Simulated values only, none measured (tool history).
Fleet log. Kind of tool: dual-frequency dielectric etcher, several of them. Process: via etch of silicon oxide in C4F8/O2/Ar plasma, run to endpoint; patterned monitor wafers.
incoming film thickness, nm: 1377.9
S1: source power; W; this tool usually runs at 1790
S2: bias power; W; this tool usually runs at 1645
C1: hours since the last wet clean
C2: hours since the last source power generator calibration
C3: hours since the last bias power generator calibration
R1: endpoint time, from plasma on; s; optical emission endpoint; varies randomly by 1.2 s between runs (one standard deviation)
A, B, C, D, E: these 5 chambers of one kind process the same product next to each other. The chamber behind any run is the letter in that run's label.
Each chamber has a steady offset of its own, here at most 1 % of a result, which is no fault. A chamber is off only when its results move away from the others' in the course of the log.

Run 1A, hour 4.8: usual settings; C1 209.5; C2 3989.8; C3 652.2. Result: R1 297.22 s.
Run 2E, hour 7.8: usual settings; C1 147.0; C2 3259.0; C3 105.8. Result: R1 297.85 s.
Run 3D, hour 10.9: usual settings; C1 420.5; C2 2042.1; C3 2248.3. Result: R1 298.96 s.
Run 4B, hour 16.0: usual settings; C1 502.9; C2 296.7; C3 3689.1. Result: R1 301.08 s.
Run 5C, hour 20.5: usual settings but S2 1457 W; C1 368.5; C2 1561.2; C3 4881.2. Result: R1 307.11 s.
Run 6E, hour 25.6: usual settings but S2 1457 W; C1 164.8; C2 3276.8; C3 123.6. Result: R1 306.54 s.
At hour 27.3: chamber B: wet clean of the chamber.
Run 7C, hour 29.2: usual settings but S2 1457 W; C1 377.2; C2 1569.9; C3 4889.9. Result: R1 307.23 s.
Run 8D, hour 33.1: usual settings but S2 1457 W; C1 442.7; C2 2064.3; C3 2270.5. Result: R1 312.01 s.
Run 9A, hour 36.5: usual settings but S2 1457 W; C1 241.2; C2 4021.5; C3 683.9. Result: R1 307.54 s.
Run 10B, hour 40.7: usual settings; C1 13.4; C2 321.4; C3 3713.8. Result: R1 301.79 s.
Run 11B, hour 43.0: usual settings; C1 15.7; C2 323.7; C3 3716.1. Result: R1 301.30 s.
Run 12E, hour 48.0: usual settings; C1 187.2; C2 3299.2; C3 146.0. Result: R1 297.46 s.
Run 13D, hour 50.5: usual settings; C1 460.1; C2 2081.7; C3 2287.9. Result: R1 302.11 s.
Run 14C, hour 54.4: usual settings; C1 402.4; C2 1595.1; C3 4915.1. Result: R1 297.28 s.
Run 15A, hour 58.2: usual settings; C1 262.9; C2 4043.2; C3 705.6. Result: R1 297.77 s.
Run 16E, hour 60.6: usual settings but S1 1430 W, S2 1781 W; C1 199.8; C2 3311.8; C3 158.6. Result: R1 317.93 s.
Run 17B, hour 64.9: usual settings but S1 1430 W, S2 1781 W; C1 37.6; C2 345.6; C3 3738.0. Result: R1 320.88 s.
Run 18D, hour 69.8: usual settings but S1 1430 W, S2 1781 W; C1 479.4; C2 2101.0; C3 2307.2. Result: R1 321.16 s.
Run 19A, hour 72.5: usual settings but S1 1430 W, S2 1781 W; C1 277.2; C2 4057.5; C3 719.9. Result: R1 319.26 s.
Run 20C, hour 75.3: usual settings but S1 1430 W, S2 1781 W; C1 423.3; C2 1616.0; C3 4936.0. Result: R1 319.77 s.
Run 21D, hour 77.9: usual settings; C1 487.5; C2 2109.1; C3 2315.3. Result: R1 300.41 s.
Run 22A, hour 81.0: usual settings; C1 285.7; C2 4066.0; C3 728.4. Result: R1 298.34 s.
Run 23E, hour 84.3: usual settings; C1 223.5; C2 3335.5; C3 182.3. Result: R1 297.52 s.
Run 24B, hour 88.6: usual settings; C1 61.3; C2 369.3; C3 3761.7. Result: R1 299.37 s.
Run 25C, hour 91.5: usual settings; C1 439.5; C2 1632.2; C3 4952.2. Result: R1 295.74 s.
At hour 96.4: chamber C: wet clean of the chamber.
Run 26A, hour 96.7: usual settings; C1 301.4; C2 4081.7; C3 744.1. Result: R1 297.22 s.
At hour 99.0: chamber D: wet clean of the chamber.
Run 27C, hour 101.0: usual settings but S1 1990 W, S2 1357 W; C1 4.6; C2 1641.7; C3 4961.7. Result: R1 291.07 s.
Run 28B, hour 106.1: usual settings but S1 1990 W, S2 1357 W; C1 78.8; C2 386.8; C3 3779.2. Result: R1 302.08 s.
Run 29D, hour 110.0: usual settings but S1 1990 W, S2 1357 W; C1 11.0; C2 2141.2; C3 2347.4. Result: R1 305.34 s.
Run 30E, hour 113.5: usual settings but S1 1990 W, S2 1357 W; C1 252.7; C2 3364.7; C3 211.5. Result: R1 298.97 s.
Run 31D, hour 118.5: usual settings but S1 1990 W, S2 1357 W; C1 19.5; C2 2149.7; C3 2355.9. Result: R1 302.64 s.
Run 32A, hour 122.5: usual settings but S2 1780 W; C1 327.2; C2 4107.5; C3 769.9. Result: R1 291.26 s.
Run 33E, hour 125.9: usual settings but S2 1780 W; C1 265.1; C2 3377.1; C3 223.9. Result: R1 291.00 s.
Run 34C, hour 129.5: usual settings but S2 1780 W; C1 33.1; C2 1670.2; C3 4990.2. Result: R1 281.16 s.
Run 35B, hour 133.4: usual settings but S2 1780 W; C1 106.1; C2 414.1; C3 3806.5. Result: R1 295.58 s.
Run 36D, hour 137.8: usual settings but S2 1780 W; C1 38.8; C2 2169.0; C3 2375.2. Result: R1 296.61 s.
Run 37A, hour 140.5: usual settings; C1 345.2; C2 4125.5; C3 787.9. Result: R1 300.20 s.
Run 38B, hour 143.8: usual settings; C1 116.5; C2 424.5; C3 3816.9. Result: R1 299.26 s.
Run 39E, hour 148.9: usual settings; C1 288.1; C2 3400.1; C3 246.9. Result: R1 297.01 s.

One chamber off, gauge drift, or nothing amiss beyond the chambers' own small offsets? If it is a chamber, which one, and what is the likeliest cause?

A service on chamber C put it out of line with the rest.
What lies behind it: etch rate over this chamber's usual, % = 3.52.

Below are 4 candidate recipes for chamber C's next run, each the usual settings with a change, their results shown as question marks. Which of them brings C's results back in line with what the other chambers give on the usual settings?
In line here means within this much of the mean the other chambers give on the usual settings: R1 4.40 s
Run 40C-1, hour 152.7: usual settings but S1 1750 W, S2 1623 W. Result: R1 ?.
Run 40C-2, hour 152.7: usual settings but S1 1960 W. Result: R1 ?.
Run 40C-3, hour 152.7: usual settings but S1 1830 W, S2 1667 W. Result: R1 ?.
Run 40C-4, hour 152.7: usual settings but S2 1419 W. Result: R1 ?.

What the other chambers average on the usual settings: R1 299.34 s
  run      R1
40C-1  291.47
40C-2  277.36
40C-3  284.12
40C-4  299.60
40C-4 is the one that brings the chamber's results back in line with the other chambers.
